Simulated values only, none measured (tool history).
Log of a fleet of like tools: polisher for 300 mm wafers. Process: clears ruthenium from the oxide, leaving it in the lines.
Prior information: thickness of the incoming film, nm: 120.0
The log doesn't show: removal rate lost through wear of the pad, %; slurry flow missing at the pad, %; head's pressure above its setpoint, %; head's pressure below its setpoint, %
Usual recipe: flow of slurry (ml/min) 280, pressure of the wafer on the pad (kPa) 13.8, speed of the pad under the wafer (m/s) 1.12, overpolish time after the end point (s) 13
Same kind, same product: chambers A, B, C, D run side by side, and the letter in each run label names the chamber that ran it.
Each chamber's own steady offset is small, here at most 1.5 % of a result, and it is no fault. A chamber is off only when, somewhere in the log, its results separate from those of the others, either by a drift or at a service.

run,hour,flow of slurry (ml/min),pressure of the wafer on the pad (kPa),speed of the pad under the wafer (m/s),overpolish time after the end point (s),wafers polished on this pad,hours since the slurry nozzle was cleaned,hours since the head pressure was calibrated,time until the end point was called (s)
1C,9.1,280,13.8,1.12,13,399,441.5,21.2,115.360
# hour 10.2: chamber A: worn pad replaced by a new one
2A,13.8,280,13.8,1.12,13,36,103.3,276.9,115.660
3D,19.8,280,13.8,1.12,13,486,26.2,344.2,114.950
4B,28.2,280,13.8,1.12,13,818,74.0,106.3,117.110
# hour 32.4: chamber D: worn pad replaced by a new one
5B,32.6,280,13.8,1.12,13,861,78.4,110.7,114.170
6C,41.4,280,13.8,1.12,13,716,473.8,53.5,117.070
7A,50.9,280,13.8,1.12,13,399,140.4,314.0,117.910
8D,55.7,280,13.8,1.12,13,228,62.1,380.1,117.570
9B,60.4,280,13.8,1.12,13,1133,106.2,138.5,116.600
10A,67.5,280,13.8,1.12,13,561,157.0,330.6,116.020
# hour 73.0: chamber A: worn pad replaced by a new one
11C,76.2,280,13.8,1.12,13,1056,508.6,88.3,115.260
# hour 84.9: chamber B: worn pad replaced by a new one
12D,86.0,280,13.8,1.12,13,524,92.4,410.4,116.450
13D,92.4,280,13.8,1.12,13,587,98.8,416.8,121.210
# hour 92.9: chamber C: worn pad replaced by a new one
14B,102.2,280,13.8,1.12,13,169,148.0,180.3,114.960
# hour 105.5: chamber D: worn pad replaced by a new one
15A,109.6,280,13.8,1.12,13,358,199.1,372.7,115.110
16C,115.7,280,13.8,1.12,13,223,548.1,127.8,116.990
17A,125.0,280,13.8,1.12,13,509,214.5,388.1,117.870
18B,130.8,280,13.8,1.12,13,449,176.6,208.9,118.050
# hour 136.2: chamber A: worn pad replaced by a new one
19D,137.8,280,13.8,1.12,13,316,144.2,462.2,119.150
20C,145.4,280,13.8,1.12,13,514,577.8,157.5,119.210
21A,153.4,280,13.8,1.12,13,168,242.9,416.5,116.650
22B,158.2,280,13.8,1.12,13,717,204.0,236.3,116.330
23D,165.4,280,13.8,1.12,13,586,171.8,489.8,122.920
# hour 166.7: chamber D: worn pad replaced by a new one
24C,171.8,280,13.8,1.12,13,772,604.2,183.9,118.020
25A,178.6,280,13.8,1.12,13,415,268.1,441.7,115.730
26D,183.5,280,13.8,1.12,13,164,189.9,507.9,122.480
27C,193.3,280,13.8,1.12,13,982,625.7,205.4,114.340
# hour 195.0: chamber A: worn pad replaced by a new one
28B,198.1,280,13.8,1.12,13,1108,243.9,276.2,115.670
29B,208.0,280,13.8,1.12,13,1205,253.8,286.1,114.080
30D,212.7,280,13.8,1.12,13,450,219.1,537.1,122.720
31A,218.0,280,13.8,1.34,13,225,307.5,481.1,96.911
# hour 222.8: chamber C: worn pad replaced by a new one
32C,226.5,280,13.8,1.34,13,36,658.9,238.6,98.586
33A,232.6,280,13.8,1.34,13,368,322.1,495.7,98.769
# hour 234.8: chamber D: worn pad replaced by a new one
# hour 236.6: chamber B: worn pad replaced by a new one
34B,242.5,280,13.8,1.34,13,58,288.3,320.6,97.407
35C,251.0,280,13.8,1.12,13,276,683.4,263.1,116.310
# hour 257.2: chamber A: worn pad replaced by a new one
36D,258.0,280,13.8,1.12,13,227,264.4,582.4,130.200
37C,266.7,280,13.8,1.12,13,430,699.1,278.8,118.800
38A,275.9,280,13.8,1.12,13,183,365.4,539.0,116.320
39B,284.3,280,15.9,1.36,13,467,330.1,362.4,85.040
40D,291.9,280,15.9,1.36,13,558,298.3,616.3,93.597
41C,298.8,280,15.9,1.36,13,744,731.2,310.9,85.133
# hour 299.9: chamber D: worn pad replaced by a new one
# hour 301.9: chamber B: slurry nozzle cleaned
42A,304.1,280,15.9,1.36,13,459,393.6,567.2,84.925
43B,312.2,280,13.8,1.12,13,740,10.4,390.3,116.090
44D,318.2,280,13.8,1.12,13,179,324.6,642.6,131.250

Decide between three cases: one chamber stands off from its peers, the gauge reading all wafers drifts, or nothing is wrong past each chamber's small offset. Where a chamber is off, say which and what most likely put it there.

It is chamber D that slowly wanders off from its peers.
What lies behind it: head's pressure below its setpoint, % = 11.9.

Chamber D could run next with any of the 4 candidate recipes listed below; each alters the usual settings, and their results appear as question marks. Which one brings its results back in line with what the other chambers deliver on the usual settings?
Allowed miss from the other chambers' usual-settings mean, per result, to count as in line: time until the end point was called (s) 5.200
45D-1,325.3,280,13.1,1.12,13,,,,?
45D-2,325.3,280,13.8,1.18,13,,,,?
45D-3,325.3,280,13.1,1.04,13,,,,?
45D-4,325.3,280,14.5,1.20,13,,,,?

Mean of the other chambers on the usual settings: time until the end point was called (s) 117.110
run,time until the end point was called (s)
45D-1,140.560
45D-2,126.780
45D-3,151.200
45D-4,118.710
Change 45D-4 lands the chamber within the allowed miss of the other chambers.
